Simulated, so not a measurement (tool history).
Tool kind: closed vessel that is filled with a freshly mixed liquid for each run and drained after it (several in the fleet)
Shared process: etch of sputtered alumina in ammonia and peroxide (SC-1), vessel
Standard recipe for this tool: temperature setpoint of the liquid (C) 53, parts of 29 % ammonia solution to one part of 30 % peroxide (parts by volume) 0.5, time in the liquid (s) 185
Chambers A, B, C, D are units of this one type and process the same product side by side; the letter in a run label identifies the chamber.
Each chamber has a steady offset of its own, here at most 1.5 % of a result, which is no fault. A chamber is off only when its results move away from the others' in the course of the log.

run,hour,temperature setpoint of the liquid (C),parts of 29 % ammonia solution to one part of 30 % peroxide (parts by volume),time in the liquid (s),hours since the thermometer was replaced,hours since the ammonia flow meter was replaced,hours since the drum of ammonia solution was connected,"read-back film thickness of the sputtered alumina reference wafer, read on the same gauge (nm)",thickness taken off the sputtered alumina on a monitor wafer (Å)
1A,7.1,53,0.5,185,638.8,203,216.8,110,118.23
2D,15,53,0.5,185,255.6,1015.4,140.8,109.97,119.07
3B,25.6,53,0.5,185,210.5,2288.2,105.1,110,119.16
4C,34.2,53,0.5,185,1464,101.5,611.3,110,119.95
# hour 43.7: chamber B: ammonia flow meter replaced
5D,48.1,53,0.5,185,288.7,1048.5,173.9,110.01,119.33
6C,58.6,53,0.5,185,1488.4,125.9,635.7,110.03,119.99
7A,69.4,53,0.5,185,701.1,265.3,279.1,110.01,118.69
8B,76.3,53,0.5,185,261.2,32.7,155.8,109.99,118.79
9C,89.3,53,0.5,185,1519.1,156.6,666.4,109.99,118.27
# hour 102.3: chamber A: new drum of ammonia solution connected
10D,103.2,53,0.65,185,343.8,1103.6,229,109.99,122.51
11A,116,53,0.65,185,747.7,311.9,13.7,109.97,120.48
12B,124.2,53,0.65,185,309.1,80.6,203.7,110.02,122.56
13D,137,53,0.65,185,377.6,1137.4,262.8,110.01,121.94
14C,146.2,53,0.5,185,1576,213.5,723.3,109.99,119.99
15A,159.3,53,0.5,185,791,355.2,57,110,118.21
16B,168.9,53,0.5,185,353.8,125.3,248.4,110,118.57
17B,178.6,53,0.5,185,363.5,135,258.1,109.98,120.23
18C,192.3,53,0.5,185,1622.1,259.6,769.4,109.99,118.51
19D,201.4,53,0.5,185,442,1201.8,327.2,109.99,119.52
20A,213.3,53,0.5,185,845,409.2,111,109.99,118.3
21A,227.6,53,0.5,185,859.3,423.5,125.3,110.02,118.42
22D,239.7,53,0.5,185,480.3,1240.1,365.5,110.02,119.21
23C,252.7,53,0.5,185,1682.5,320,829.8,109.99,118.69
24B,262.9,53,0.5,185,447.8,219.3,342.4,109.97,121.12
# hour 264.7: chamber A: ammonia flow meter replaced
25A,274.5,53,0.5,185,906.2,9.8,172.2,109.99,118.36
26C,284.8,53,0.5,185,1714.6,352.1,861.9,110.01,118.28
27B,295.3,53,0.5,185,480.2,251.7,374.8,110,118.36
28D,302.7,53,0.5,185,543.3,1303.1,428.5,110.01,119.04
29B,309.6,53,0.5,185,494.5,266,389.1,109.99,120.58
30A,321.5,53,0.5,185,953.2,56.8,219.2,109.99,117.15

The same settings go to every chamber for the next run, one line per chamber below. Forecast the results for each:
31A,331.7,53,0.5,135,,,,,?
31B,331.7,53,0.5,135,,,,,?
31C,331.7,53,0.5,135,,,,,?
31D,331.7,53,0.5,135,,,,,?

run,thickness taken off the sputtered alumina on a monitor wafer (Å)
31A,86.872
31B,87.467
31C,86.547
31D,87.864
